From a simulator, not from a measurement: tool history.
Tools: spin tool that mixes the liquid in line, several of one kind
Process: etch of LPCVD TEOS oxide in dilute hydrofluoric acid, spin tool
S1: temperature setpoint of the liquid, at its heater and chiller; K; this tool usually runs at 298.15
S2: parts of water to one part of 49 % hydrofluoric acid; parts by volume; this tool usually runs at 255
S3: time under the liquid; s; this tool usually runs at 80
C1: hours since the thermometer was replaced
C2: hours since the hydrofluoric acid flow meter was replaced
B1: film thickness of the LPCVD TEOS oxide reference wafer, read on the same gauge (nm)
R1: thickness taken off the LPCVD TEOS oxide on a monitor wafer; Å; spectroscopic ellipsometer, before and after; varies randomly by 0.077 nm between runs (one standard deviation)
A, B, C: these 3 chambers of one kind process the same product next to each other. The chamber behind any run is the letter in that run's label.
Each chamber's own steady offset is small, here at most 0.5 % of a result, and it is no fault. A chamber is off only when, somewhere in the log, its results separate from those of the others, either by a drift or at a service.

| run | day | S1 | S2 | S3 | C1 | C2 | B1 | R1 |
|---|---|---|---|---|---|---|---|---|
| 1A | 0.504 | 298.15 | 255 | 80 | 1227.5 | 1494.8 | 70.004 | 90.765 |
| 2C | 0.846 | 298.15 | 255 | 80 | 1330.7 | 1028.5 | 69.992 | 91.007 |
| 3B | 1.392 | 298.15 | 255 | 80 | 240.8 | 39.6 | 70.004 | 94.38 |
|  | 1.417 | chamber A: thermometer replaced |
| 4C | 1.958 | 298.15 | 255 | 80 | 1357.4 | 1055.2 | 70.03 | 91.417 |
| 5B | 2.408 | 298.15 | 255 | 80 | 265.2 | 64 | 69.991 | 93.661 |
|  | 2.921 | chamber C: thermometer replaced |
| 6A | 2.942 | 298.15 | 255 | 80 | 36.7 | 1553.3 | 70.008 | 90.938 |
| 7B | 3.492 | 298.15 | 255 | 80 | 291.2 | 90 | 70.017 | 91.057 |
| 8C | 3.892 | 298.15 | 255 | 80 | 23.3 | 1101.6 | 69.999 | 90.587 |
| 9A | 4.358 | 298.15 | 255 | 55 | 70.7 | 1587.3 | 70.012 | 63.063 |
| 10A | 4.938 | 298.15 | 255 | 55 | 84.6 | 1601.2 | 69.994 | 62.901 |
| 11C | 5.433 | 298.15 | 255 | 55 | 60.3 | 1138.6 | 69.991 | 63.146 |
| 12B | 5.9 | 298.15 | 255 | 80 | 349 | 147.8 | 70.004 | 92.312 |
|  | 6.329 | chamber C: hydrofluoric acid flow meter replaced |
| 13B | 6.367 | 298.15 | 255 | 80 | 360.2 | 159 | 70.007 | 92.044 |
|  | 6.592 | chamber A: hydrofluoric acid flow meter replaced |
| 14C | 6.8 | 298.15 | 255 | 80 | 93.1 | 11.3 | 69.96 | 91.82 |
| 15A | 7.304 | 298.15 | 255 | 80 | 141.4 | 17.2 | 69.991 | 92.54 |
| 16B | 7.654 | 298.15 | 255 | 80 | 391.1 | 189.9 | 69.988 | 89.614 |
| 17C | 8.167 | 298.15 | 255 | 80 | 125.9 | 44.1 | 70.007 | 92.189 |
| 18A | 8.65 | 298.15 | 255 | 80 | 173.7 | 49.5 | 69.984 | 93.043 |
| 19C | 9 | 298.15 | 255 | 125 | 145.9 | 64.1 | 69.995 | 143.4 |
| 20B | 9.488 | 298.15 | 255 | 125 | 435.1 | 233.9 | 70.018 | 137.59 |
| 21A | 9.788 | 298.15 | 255 | 125 | 201 | 76.8 | 69.989 | 141.59 |
| 22C | 10.208 | 298.15 | 255 | 80 | 174.9 | 93.1 | 69.994 | 92.197 |
| 23B | 10.846 | 298.15 | 255 | 125 | 467.7 | 266.5 | 70.013 | 136.9 |
| 24A | 11.171 | 298.15 | 255 | 125 | 234.2 | 110 | 69.995 | 144.15 |
| 25C | 11.542 | 298.15 | 255 | 125 | 206.9 | 125.1 | 69.99 | 144.04 |
| 26B | 11.904 | 298.15 | 255 | 80 | 493.1 | 291.9 | 70.005 | 86.132 |
| 27A | 12.254 | 298.15 | 255 | 80 | 260.2 | 136 | 70.005 | 93.543 |
| 28B | 12.667 | 298.15 | 255 | 80 | 511.4 | 310.2 | 69.98 | 87.172 |
| 29A | 13.004 | 295.65 | 335 | 80 | 278.2 | 154 | 69.989 | 59.347 |

What goes on in this fleet: one chamber off, a drifting gauge, or nothing beyond the chambers' own small offsets? Name the chamber and the cause, if any.

Little by little, chamber B moves away from the other chambers.
What lies behind it: liquid colder than its thermometer reads (K) = 1.84.
The log may not separate it from: hydrofluoric acid flow below the setpoint (%).

Here are 4 candidates for chamber B's next run, each the usual settings with a change, their results left as question marks. Which one brings its results back in line with what the others give on the usual settings?
To be in line, a result may differ from the other chambers' mean on the usual settings by at most: R1 2.7 Å
| 30B-1 | 13.467 | 298.15 | 270 | 75 |  |  |  | ? |
| 30B-2 | 13.467 | 300.15 | 255 | 80 |  |  |  | ? |
| 30B-3 | 13.467 | 298.15 | 240 | 85 |  |  |  | ? |
| 30B-4 | 13.467 | 298.15 | 255 | 75 |  |  |  | ? |

Mean of the other chambers on the usual settings: R1 92.036 Å
| run | R1 |
|---|---|
| 30B-1 | 74.734 |
| 30B-2 | 91.8 |
| 30B-3 | 97.968 |
| 30B-4 | 80.232 |
The answer is 30B-2, which returns the chamber to within the allowed miss of the others.
